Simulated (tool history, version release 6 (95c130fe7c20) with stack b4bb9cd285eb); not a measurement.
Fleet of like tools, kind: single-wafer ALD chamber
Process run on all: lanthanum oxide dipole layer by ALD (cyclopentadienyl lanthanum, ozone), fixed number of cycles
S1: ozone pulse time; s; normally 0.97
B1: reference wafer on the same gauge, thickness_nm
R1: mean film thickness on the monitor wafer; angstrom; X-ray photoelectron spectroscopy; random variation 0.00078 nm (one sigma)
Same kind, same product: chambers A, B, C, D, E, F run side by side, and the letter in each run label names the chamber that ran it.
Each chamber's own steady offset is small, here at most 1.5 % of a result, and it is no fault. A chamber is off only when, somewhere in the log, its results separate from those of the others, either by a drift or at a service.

run,hour,S1,B1,R1
1C,9.6,0.97,0.48707,4.9282
2F,16.4,0.97,0.48699,4.9697
3D,25.7,0.97,0.48661,4.9929
4E,34.9,0.97,0.48663,4.8828
5A,44.7,0.97,0.48671,4.9479
6B,53.2,0.97,0.48665,4.9611
# hour 58.2: chamber C: ozone generator serviced
7E,60.9,0.97,0.48658,4.8732
8C,67.2,0.97,0.48644,4.9268
9D,80.9,0.97,0.48648,4.9641
10A,92.5,0.97,0.48624,4.9585
11B,106.7,0.97,0.48632,4.9423
12F,115.8,0.97,0.48629,4.9564
13A,123.7,0.97,0.48597,4.9333
14B,131.2,0.72,0.48577,4.4096
# hour 143.1: chamber F: thermocouple changed; heater temperature recalibrated
15D,144.6,0.72,0.48575,4.397
# hour 147.7: chamber F: ozone generator serviced
16F,157.2,0.72,0.48582,4.429
# hour 158.3: chamber A: ozone generator serviced
17C,168.7,0.72,0.48579,4.3698
18E,176.4,0.72,0.48577,4.3648
19B,190.8,0.72,0.48551,4.4045
20D,202.4,0.97,0.4854,4.951
21C,213.1,0.97,0.48532,4.9062
22A,221.6,0.97,0.48532,4.9359
23E,232.6,0.97,0.48522,4.8719
24F,243,0.97,0.48494,4.9576
25E,252.1,0.97,0.4852,4.864
26C,261.1,0.97,0.485,4.9094
27D,273.7,0.97,0.48487,4.9553
28A,286.7,0.97,0.4847,4.9453
29F,300.7,0.97,0.48481,4.9375
30B,311.2,0.97,0.48474,4.9262
31D,324.2,0.97,0.48456,4.9581
32C,336.2,0.97,0.48453,4.8987
33E,342.8,0.97,0.48425,4.8582
34F,352,0.97,0.48443,4.9418
35B,364.7,0.97,0.48452,4.9211
36A,376.9,0.76,0.48425,4.5061
37A,390.2,0.76,0.48411,4.5166
38F,400.3,0.76,0.48402,4.5107
39E,407.5,0.76,0.48388,4.4467

Does one chamber stand apart from the rest, does the shared gauge drift, or is all well apart from small per-chamber offsets? Give the chamber and the most likely cause, where there is one.

The gauge drifts, so all chambers seem to drift together. No chamber is off.
What lies behind it: gauge reads low (%) = 0.645.
